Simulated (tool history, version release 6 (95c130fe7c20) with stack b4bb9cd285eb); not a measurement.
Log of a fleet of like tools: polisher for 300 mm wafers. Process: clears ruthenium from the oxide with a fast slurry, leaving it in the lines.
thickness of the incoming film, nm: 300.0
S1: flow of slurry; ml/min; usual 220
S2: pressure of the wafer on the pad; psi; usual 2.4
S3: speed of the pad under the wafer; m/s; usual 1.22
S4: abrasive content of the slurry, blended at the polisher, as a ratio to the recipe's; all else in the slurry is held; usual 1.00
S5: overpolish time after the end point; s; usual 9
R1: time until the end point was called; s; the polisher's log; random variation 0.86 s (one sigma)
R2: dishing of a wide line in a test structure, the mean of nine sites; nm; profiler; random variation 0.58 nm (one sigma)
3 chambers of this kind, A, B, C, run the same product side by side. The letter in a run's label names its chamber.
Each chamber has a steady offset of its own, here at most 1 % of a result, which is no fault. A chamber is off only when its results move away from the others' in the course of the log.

run	hour	S1	S2	S3	S4	S5	R1	R2
1A	9.5	220	2.4	1.22	1.00	9	59.528	38.483
2C	17.7	220	2.4	1.22	1.00	9	59.576	38.153
# hour 19.3: chamber B: slurry blender recalibrated
3B	22.8	220	2.4	1.22	1.00	9	57.946	39.590
4C	32.0	220	2.4	1.22	1.00	9	57.908	38.473
5B	40.6	220	2.4	1.22	1.00	9	58.705	38.334
6A	47.7	220	2.4	1.22	1.00	9	58.297	39.513
7A	53.2	220	2.4	1.22	1.00	13	59.579	53.830
# hour 61.7: chamber A: head pressure recalibrated
8B	61.8	220	2.4	1.22	1.00	13	58.528	53.406
# hour 63.7: chamber A: slurry blender recalibrated
# hour 64.6: chamber B: worn pad replaced by a new one
9C	66.5	220	2.4	1.22	1.00	13	58.836	53.856
10B	71.9	220	2.4	1.22	1.00	9	57.737	37.892
# hour 73.9: chamber A: slurry nozzle cleaned
11A	76.8	220	2.4	1.22	1.00	9	57.113	38.778
12C	81.9	220	2.4	1.22	1.00	9	58.008	39.298
# hour 84.0: chamber C: worn pad replaced by a new one
# hour 89.1: chamber C: slurry blender recalibrated
# hour 90.9: chamber B: head pressure recalibrated
13A	91.3	220	1.9	1.22	1.00	9	71.489	31.641
14B	98.6	220	1.9	1.22	1.00	9	83.768	27.183
15C	103.2	220	1.9	1.22	1.00	9	74.368	31.201
16A	108.1	220	2.4	1.22	1.00	9	58.470	39.411
17C	114.7	220	2.4	1.22	1.00	9	57.842	38.566
# hour 118.3: chamber A: worn pad replaced by a new one
18B	121.0	220	2.4	1.22	1.00	9	65.199	34.815
# hour 126.1: chamber B: slurry blender recalibrated
19B	127.8	220	2.4	1.22	1.00	9	65.628	33.938
20C	135.4	220	2.4	1.22	1.00	9	58.964	39.198
21A	143.7	220	2.4	0.90	1.00	6	76.187	20.408
22B	152.9	220	2.4	0.90	1.00	6	88.836	17.871
23A	159.0	220	2.4	0.90	1.00	6	79.543	19.806
24C	165.2	220	2.4	1.22	1.00	9	58.604	39.288
25A	174.1	220	2.4	1.22	1.00	9	57.150	40.350
26C	182.7	275	2.4	1.22	1.00	9	56.850	40.108
# hour 187.3: chamber C: worn pad replaced by a new one
27B	187.3	275	2.4	1.22	1.00	9	64.353	35.157
# hour 192.9: chamber A: slurry blender recalibrated
28B	193.0	275	2.4	1.22	1.00	9	64.487	34.964
# hour 195.3: chamber B: worn pad replaced by a new one
29C	201.5	220	2.4	1.22	1.00	9	58.931	38.271
30A	210.5	220	2.4	1.22	0.75	9	68.301	33.839
31A	219.8	220	2.4	1.22	0.75	9	67.990	33.688
# hour 221.7: chamber B: slurry blender recalibrated
# hour 221.8: chamber C: slurry nozzle cleaned
32B	226.0	220	2.4	1.22	0.75	9	74.967	30.379
33C	231.4	220	2.4	1.22	1.00	9	56.875	39.127
34B	240.0	220	2.4	1.22	1.00	9	65.347	32.913
35C	245.4	220	2.4	1.22	1.00	9	56.457	38.163
36A	251.0	220	2.4	1.22	1.00	9	57.328	38.430

All 3 chambers run these settings next. Forecast each chamber's results:
37A	258.0	180	2.4	1.22	1.00	9	?	?
37B	258.0	180	2.4	1.22	1.00	9	?	?
37C	258.0	180	2.4	1.22	1.00	9	?	?

run	R1	R2
37A	59.703	38.940
37B	69.920	33.399
37C	59.543	37.787
